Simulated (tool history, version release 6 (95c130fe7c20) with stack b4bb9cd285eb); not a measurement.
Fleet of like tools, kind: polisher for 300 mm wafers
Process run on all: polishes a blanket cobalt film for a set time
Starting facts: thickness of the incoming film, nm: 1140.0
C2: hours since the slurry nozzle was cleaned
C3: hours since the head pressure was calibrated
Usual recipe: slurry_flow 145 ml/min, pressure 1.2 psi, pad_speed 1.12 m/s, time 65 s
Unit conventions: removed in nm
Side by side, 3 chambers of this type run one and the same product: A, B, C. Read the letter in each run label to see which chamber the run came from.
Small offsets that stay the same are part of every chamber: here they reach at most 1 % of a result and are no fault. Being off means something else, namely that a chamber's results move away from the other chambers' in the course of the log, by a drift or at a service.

-- hour=10.2 chamber A: head pressure recalibrated
run 1A hour=12.1 | slurry_flow=145 pressure=1.2 pad_speed=1.12 time=65 | wafers_polished_on_this_pad=809 C2=17.1 C3=1.9 | removed=257.79
run 2B hour=21.5 | slurry_flow=145 pressure=1.2 pad_speed=1.12 time=65 | wafers_polished_on_this_pad=410 C2=342.6 C3=223.6 | removed=243.85
run 3C hour=35 | slurry_flow=145 pressure=1.2 pad_speed=1.12 time=65 | wafers_polished_on_this_pad=567 C2=269 C3=307.2 | removed=253.3
-- hour=36.5 chamber A: worn pad replaced by a new one
run 4B hour=45.8 | slurry_flow=145 pressure=1.2 pad_speed=1.12 time=65 | wafers_polished_on_this_pad=656 C2=366.9 C3=247.9 | removed=247.55
-- hour=54.7 chamber B: worn pad replaced by a new one
run 5A hour=56.1 | slurry_flow=145 pressure=1.2 pad_speed=1.12 time=65 | wafers_polished_on_this_pad=199 C2=61.1 C3=45.9 | removed=253.63
run 6C hour=68.1 | slurry_flow=145 pressure=1.2 pad_speed=1.12 time=65 | wafers_polished_on_this_pad=901 C2=302.1 C3=340.3 | removed=250.32
run 7C hour=79.9 | slurry_flow=145 pressure=1.2 pad_speed=1.12 time=65 | wafers_polished_on_this_pad=1021 C2=313.9 C3=352.1 | removed=260.57
-- hour=86.9 chamber C: worn pad replaced by a new one
run 8A hour=88.9 | slurry_flow=175 pressure=1.2 pad_speed=1.12 time=55 | wafers_polished_on_this_pad=530 C2=93.9 C3=78.7 | removed=221.75
run 9B hour=96.2 | slurry_flow=175 pressure=1.2 pad_speed=1.12 time=55 | wafers_polished_on_this_pad=420 C2=417.3 C3=298.3 | removed=217.44
run 10C hour=104.8 | slurry_flow=175 pressure=1.2 pad_speed=1.12 time=55 | wafers_polished_on_this_pad=181 C2=338.8 C3=377 | removed=223.77
run 11A hour=119.4 | slurry_flow=145 pressure=1.4 pad_speed=1.52 time=65 | wafers_polished_on_this_pad=839 C2=124.4 C3=109.2 | removed=407.01
run 12B hour=129.1 | slurry_flow=145 pressure=1.4 pad_speed=1.52 time=65 | wafers_polished_on_this_pad=753 C2=450.2 C3=331.2 | removed=387.54
run 13B hour=140 | slurry_flow=145 pressure=1.4 pad_speed=1.52 time=65 | wafers_polished_on_this_pad=863 C2=461.1 C3=342.1 | removed=392.13
run 14A hour=147 | slurry_flow=145 pressure=1.2 pad_speed=1.12 time=65 | wafers_polished_on_this_pad=1118 C2=152 C3=136.8 | removed=255.18
-- hour=153.3 chamber B: worn pad replaced by a new one
run 15C hour=153.8 | slurry_flow=145 pressure=1.2 pad_speed=1.12 time=65 | wafers_polished_on_this_pad=676 C2=387.8 C3=426 | removed=269.22
-- hour=154 chamber A: worn pad replaced by a new one
run 16B hour=169 | slurry_flow=145 pressure=1.2 pad_speed=1.12 time=65 | wafers_polished_on_this_pad=159 C2=490.1 C3=371.1 | removed=246.92
run 17A hour=182.2 | slurry_flow=145 pressure=1.2 pad_speed=1.12 time=65 | wafers_polished_on_this_pad=285 C2=187.2 C3=172 | removed=255.12
-- hour=183.4 chamber C: worn pad replaced by a new one
run 18C hour=192.1 | slurry_flow=145 pressure=1.2 pad_speed=1.12 time=65 | wafers_polished_on_this_pad=88 C2=426.1 C3=464.3 | removed=266.64
run 19A hour=201.7 | slurry_flow=145 pressure=1.2 pad_speed=1.12 time=65 | wafers_polished_on_this_pad=482 C2=206.7 C3=191.5 | removed=254.87
run 20C hour=216.6 | slurry_flow=145 pressure=1.2 pad_speed=1.12 time=65 | wafers_polished_on_this_pad=335 C2=450.6 C3=488.8 | removed=271.39

Read the log: is a single chamber off, either drifting away or since a service, is the gauge that measures every chamber drifting, or is nothing wrong beyond small per-chamber offsets? Name any odd chamber and what most likely caused it.

Little by little, chamber C moves away from the other chambers.
Cause: head's pressure above its setpoint, % = 9.01.

Below are 4 candidate recipes for chamber C's next run, each the usual settings with a change, their results shown as question marks. Which of them brings C's results back in line with what the other chambers give on the usual settings?
Counts as in line when no further than this from what the other chambers average on the usual settings: removed 9.3 nm
run 21C-1 hour=227.6 | slurry_flow=145 pressure=1.2 pad_speed=1.08 time=63 | removed=?
run 21C-2 hour=227.6 | slurry_flow=145 pressure=1.2 pad_speed=1.14 time=65 | removed=?
run 21C-3 hour=227.6 | slurry_flow=145 pressure=1.2 pad_speed=1.16 time=68 | removed=?
run 21C-4 hour=227.6 | slurry_flow=145 pressure=1.2 pad_speed=1.12 time=64 | removed=?

Other chambers, usual settings, mean: removed 252.1 nm
run=21C-1 removed=254.99
run=21C-2 removed=277.93
run=21C-3 removed=295.94
run=21C-4 removed=268.79
21C-1 brings the chamber back in line.

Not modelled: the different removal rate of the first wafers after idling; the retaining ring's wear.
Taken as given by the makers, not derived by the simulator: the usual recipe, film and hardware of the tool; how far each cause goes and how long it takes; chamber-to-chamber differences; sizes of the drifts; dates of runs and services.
